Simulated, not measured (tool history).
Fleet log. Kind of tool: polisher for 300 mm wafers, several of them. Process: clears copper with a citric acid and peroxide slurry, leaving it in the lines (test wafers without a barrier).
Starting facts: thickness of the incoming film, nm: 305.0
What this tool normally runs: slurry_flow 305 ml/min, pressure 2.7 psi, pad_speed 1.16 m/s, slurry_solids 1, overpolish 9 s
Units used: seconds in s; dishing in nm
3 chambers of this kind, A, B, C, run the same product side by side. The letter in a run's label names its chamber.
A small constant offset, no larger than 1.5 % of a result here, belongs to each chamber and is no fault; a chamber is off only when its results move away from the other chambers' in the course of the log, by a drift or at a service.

| run | hour | slurry_flow | pressure | pad_speed | slurry_solids | overpolish | seconds | dishing |
|---|---|---|---|---|---|---|---|---|
| 1B | 5.9 | 305 | 2.7 | 1.16 | 1 | 9 | 143.75 | 14.23 |
|  | 6.7 | chamber B: worn pad replaced by a new one |
| 2A | 11.5 | 305 | 2.7 | 1.16 | 1 | 9 | 149.33 | 14.932 |
|  | 19.5 | chamber C: slurry blender recalibrated |
| 3C | 20.5 | 305 | 2.7 | 1.16 | 1 | 9 | 146.45 | 14.09 |
| 4C | 26 | 305 | 2.7 | 1.16 | 1 | 9 | 143.27 | 14.061 |
| 5A | 31.1 | 305 | 2.7 | 1.16 | 1 | 9 | 144.94 | 14.4 |
| 6B | 41.2 | 305 | 2.7 | 1.16 | 1 | 9 | 144.62 | 14.384 |
| 7A | 46.1 | 305 | 3.5 | 1.16 | 1 | 9 | 114.84 | 18.524 |
|  | 52.6 | chamber A: slurry blender recalibrated |
| 8B | 52.6 | 305 | 3.5 | 1.16 | 1 | 9 | 115.45 | 17.959 |
|  | 57.2 | chamber A: worn pad replaced by a new one |
|  | 57.7 | chamber B: slurry nozzle cleaned |
| 9C | 58.4 | 305 | 3.5 | 1.16 | 1 | 9 | 110.38 | 17.912 |
|  | 62.8 | chamber A: head pressure recalibrated |
|  | 62.9 | chamber C: worn pad replaced by a new one |
| 10A | 66.4 | 305 | 2.7 | 1.16 | 1 | 9 | 146.39 | 14.72 |
| 11B | 71.9 | 305 | 2.7 | 1.16 | 1 | 9 | 149.27 | 13.953 |
| 12C | 81.7 | 305 | 2.7 | 1.16 | 1 | 9 | 146.11 | 14.121 |
| 13B | 92.2 | 305 | 2.7 | 1.16 | 1 | 9 | 149.93 | 14.392 |
| 14C | 97.8 | 305 | 2.7 | 1.16 | 1 | 9 | 145.93 | 14.454 |
| 15A | 104.5 | 305 | 2.7 | 1.16 | 1 | 9 | 146.02 | 14.516 |
| 16A | 114.3 | 305 | 2.7 | 1.16 | 1 | 9 | 148.76 | 14.277 |
|  | 115.8 | chamber C: slurry blender recalibrated |
| 17B | 119.9 | 305 | 2.7 | 1.16 | 1 | 9 | 144.99 | 14.256 |
| 18C | 129.4 | 305 | 2.7 | 1.16 | 1 | 9 | 143.79 | 14.206 |
|  | 134.4 | chamber B: worn pad replaced by a new one |
| 19B | 135 | 305 | 2.7 | 1.16 | 1 | 9 | 143.36 | 14.307 |
| 20C | 144.8 | 305 | 2.7 | 1.16 | 1 | 9 | 149.06 | 13.788 |
| 21A | 154.7 | 305 | 2.7 | 1.16 | 1 | 9 | 147.39 | 14.509 |
| 22C | 162.8 | 305 | 2.7 | 1.16 | 1 | 9 | 145.12 | 14.148 |

Next, all 3 chambers run the settings below, one line each with question marks for the results. What does each chamber give?
| 23A | 170.3 | 305 | 2.7 | 1.16 | 1 | 9 | ? | ? |
| 23B | 170.3 | 305 | 2.7 | 1.16 | 1 | 9 | ? | ? |
| 23C | 170.3 | 305 | 2.7 | 1.16 | 1 | 9 | ? | ? |

| run | seconds | dishing |
|---|---|---|
| 23A | 146.69 | 14.676 |
| 23B | 144.2 | 14.587 |
| 23C | 140.22 | 14.402 |
